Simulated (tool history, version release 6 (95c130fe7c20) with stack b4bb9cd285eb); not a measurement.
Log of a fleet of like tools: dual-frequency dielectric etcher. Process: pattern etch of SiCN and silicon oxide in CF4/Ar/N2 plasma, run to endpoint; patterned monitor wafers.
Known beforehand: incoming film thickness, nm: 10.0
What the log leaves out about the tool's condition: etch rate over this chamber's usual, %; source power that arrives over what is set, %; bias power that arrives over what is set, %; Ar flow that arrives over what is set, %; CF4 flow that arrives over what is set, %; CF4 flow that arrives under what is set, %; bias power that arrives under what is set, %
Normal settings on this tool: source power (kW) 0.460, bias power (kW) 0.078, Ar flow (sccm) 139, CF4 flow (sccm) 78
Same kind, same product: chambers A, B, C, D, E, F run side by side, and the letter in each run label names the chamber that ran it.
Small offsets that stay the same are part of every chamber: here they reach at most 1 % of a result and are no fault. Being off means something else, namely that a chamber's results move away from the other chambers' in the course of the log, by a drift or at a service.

run   hour  source power (kW)  bias power (kW)  Ar flow (sccm)  CF4 flow (sccm)  hours since the last wet clean  hours since the last source power generator calibration  hours since the last bias power generator calibration  hours since the last Ar flow controller change  hours since the last CF4 flow controller change  endpoint time (s)
       3.9  -- chamber C: wet clean of the chamber
 1E    8.0              0.460            0.078             139               78                           179.4                                                   1438.1                                                 1572.8                                          1975.7                                            291.5             11.561
 2F   15.6              0.460            0.078             139               78                           136.9                                                   2246.1                                                 1727.0                                          3761.2                                            924.9             11.615
 3B   22.1              0.460            0.078             139               78                           283.4                                                   1102.4                                                  266.7                                          3018.4                                           1551.5             11.604
 4A   29.4              0.460            0.078             139               78                           276.5                                                   3678.2                                                 1514.5                                          1018.7                                            516.4             11.606
 5D   37.9              0.540            0.059             139               78                           146.2                                                    968.9                                                 2494.1                                          1641.3                                           2787.7             10.898
      43.0  -- chamber B: Ar flow controller replaced
 6C   45.4              0.540            0.059             139               78                            41.5                                                   2247.4                                                  789.0                                          2270.9                                            518.7             11.038
 7B   56.0              0.540            0.059             139               78                           317.3                                                   1136.3                                                  300.6                                            13.0                                           1585.4             11.051
 8C   64.4              0.540            0.059             139               78                            60.5                                                   2266.4                                                  808.0                                          2289.9                                            537.7             11.116
 9D   75.0              0.540            0.059             139               78                           183.3                                                   1006.0                                                 2531.2                                          1678.4                                           2824.8             10.797
10F   84.5              0.540            0.059             139               78                           205.8                                                   2315.0                                                 1795.9                                          3830.1                                            993.8             10.958
11A   92.4              0.460            0.078             139               78                           339.5                                                   3741.2                                                 1577.5                                          1081.7                                            579.4             11.423
12E   99.6              0.460            0.078             139               78                           271.0                                                   1529.7                                                 1664.4                                          2067.3                                            383.1             11.411
13B  108.0              0.460            0.078             139               78                           369.3                                                   1188.3                                                  352.6                                            65.0                                           1637.4             11.529
14D  116.3              0.460            0.096             139               78                           224.6                                                   1047.3                                                 2572.5                                          1719.7                                           2866.1             10.569
15F  122.0              0.460            0.096             139               78                           243.3                                                   2352.5                                                 1833.4                                          3867.6                                           1031.3             10.567
16E  129.9              0.460            0.096             139               78                           301.3                                                   1560.0                                                 1694.7                                          2097.6                                            413.4             10.665
17A  136.3              0.460            0.096             139               78                           383.4                                                   3785.1                                                 1621.4                                          1125.6                                            623.3             10.574
18C  149.0              0.460            0.096             139               78                           145.1                                                   2351.0                                                  892.6                                          2374.5                                            622.3             10.696
19B  158.5              0.460            0.096             139               78                           419.8                                                   1238.8                                                  403.1                                           115.5                                           1687.9             10.695
20F  166.0              0.460            0.078             139               78                           287.3                                                   2396.5                                                 1877.4                                          3911.6                                           1075.3             11.592
21C  178.1              0.460            0.078             139               78                           174.2                                                   2380.1                                                  921.7                                          2403.6                                            651.4             11.678
     187.2  -- chamber A: wet clean of the chamber
22A  188.3              0.460            0.061             139               96                             1.1                                                   3837.1                                                 1673.4                                          1177.6                                            675.3             11.991
23E  196.8              0.460            0.061             139               96                           368.2                                                   1626.9                                                 1761.6                                          2164.5                                            480.3             11.979
24D  202.7              0.460            0.061             139               96                           311.0                                                   1133.7                                                 2658.9                                          1806.1                                           2952.5             12.007
25C  211.7              0.460            0.061             139               96                           207.8                                                   2413.7                                                  955.3                                          2437.2                                            685.0             12.351
26A  221.8              0.460            0.061             139               96                            34.6                                                   3870.6                                                 1706.9                                          1211.1                                            708.8             12.056
27B  229.7              0.460            0.061             139               96                           491.0                                                   1310.0                                                  474.3                                           186.7                                           1759.1             12.235
28F  238.3              0.460            0.078             139               78                           359.6                                                   2468.8                                                 1949.7                                          3983.9                                           1147.6             11.416
     245.2  -- chamber E: wet clean of the chamber
29E  247.4              0.460            0.078             139               78                             2.2                                                   1677.5                                                 1812.2                                          2215.1                                            530.9             11.467
30D  254.1              0.460            0.078             139               78                           362.4                                                   1185.1                                                 2710.3                                          1857.5                                           3003.9             11.432
31A  265.9              0.460            0.078             139               78                            78.7                                                   3914.7                                                 1751.0                                          1255.2                                            752.9             11.365
     266.5  -- chamber F: Ar flow controller replaced
32E  276.7              0.460            0.078             139               78                            31.5                                                   1706.8                                                 1841.5                                          2244.4                                            560.2             11.506
33B  287.8              0.460            0.078             139               78                           549.1                                                   1368.1                                                  532.4                                           244.8                                           1817.2             11.792
34C  293.7              0.460            0.078             139               78                           289.8                                                   2495.7                                                 1037.3                                          2519.2                                            767.0             11.605
     302.9  -- chamber D: CF4 flow controller replaced
35D  304.9              0.460            0.078             139               78                           413.2                                                   1235.9                                                 2761.1                                          1908.3                                              2.1             11.286
36F  316.1              0.460            0.078             139               78                           437.4                                                   2546.6                                                 2027.5                                            49.7                                           1225.4             11.518
37B  323.2              0.460            0.078             139               78                           584.5                                                   1403.5                                                  567.8                                           280.2                                           1852.6             11.514
38A  329.0              0.460            0.078             139               78                           141.8                                                   3977.8                                                 1814.1                                          1318.3                                            816.0             11.450
39F  341.4              0.460            0.078             139               78                           462.7                                                   2571.9                                                 2052.8                                            75.0                                           1250.7             11.514
40C  348.5              0.460            0.078             139               78                           344.6                                                   2550.5                                                 1092.1                                          2574.0                                            821.8             11.644
41D  358.5              0.460            0.078             139               78                           466.8                                                   1289.5                                                 2814.7                                          1961.9                                             55.7             11.318
42E  370.5              0.460            0.059             153               78                           125.3                                                   1800.6                                                 1935.3                                          2338.2                                            654.0             12.811

Next, every chamber runs the same settings. What will each give?
43A  379.5              0.460            0.071             139               78                                                                                                                                                                                                                                                                   ?
43B  379.5              0.460            0.071             139               78                                                                                                                                                                                                                                                                   ?
43C  379.5              0.460            0.071             139               78                                                                                                                                                                                                                                                                   ?
43D  379.5              0.460            0.071             139               78                                                                                                                                                                                                                                                                   ?
43E  379.5              0.460            0.071             139               78                                                                                                                                                                                                                                                                   ?
43F  379.5              0.460            0.071             139               78                                                                                                                                                                                                                                                                   ?

run  endpoint time (s)
43A             11.898
43B             11.896
43C             12.027
43D             11.749
43E             11.842
43F             11.762
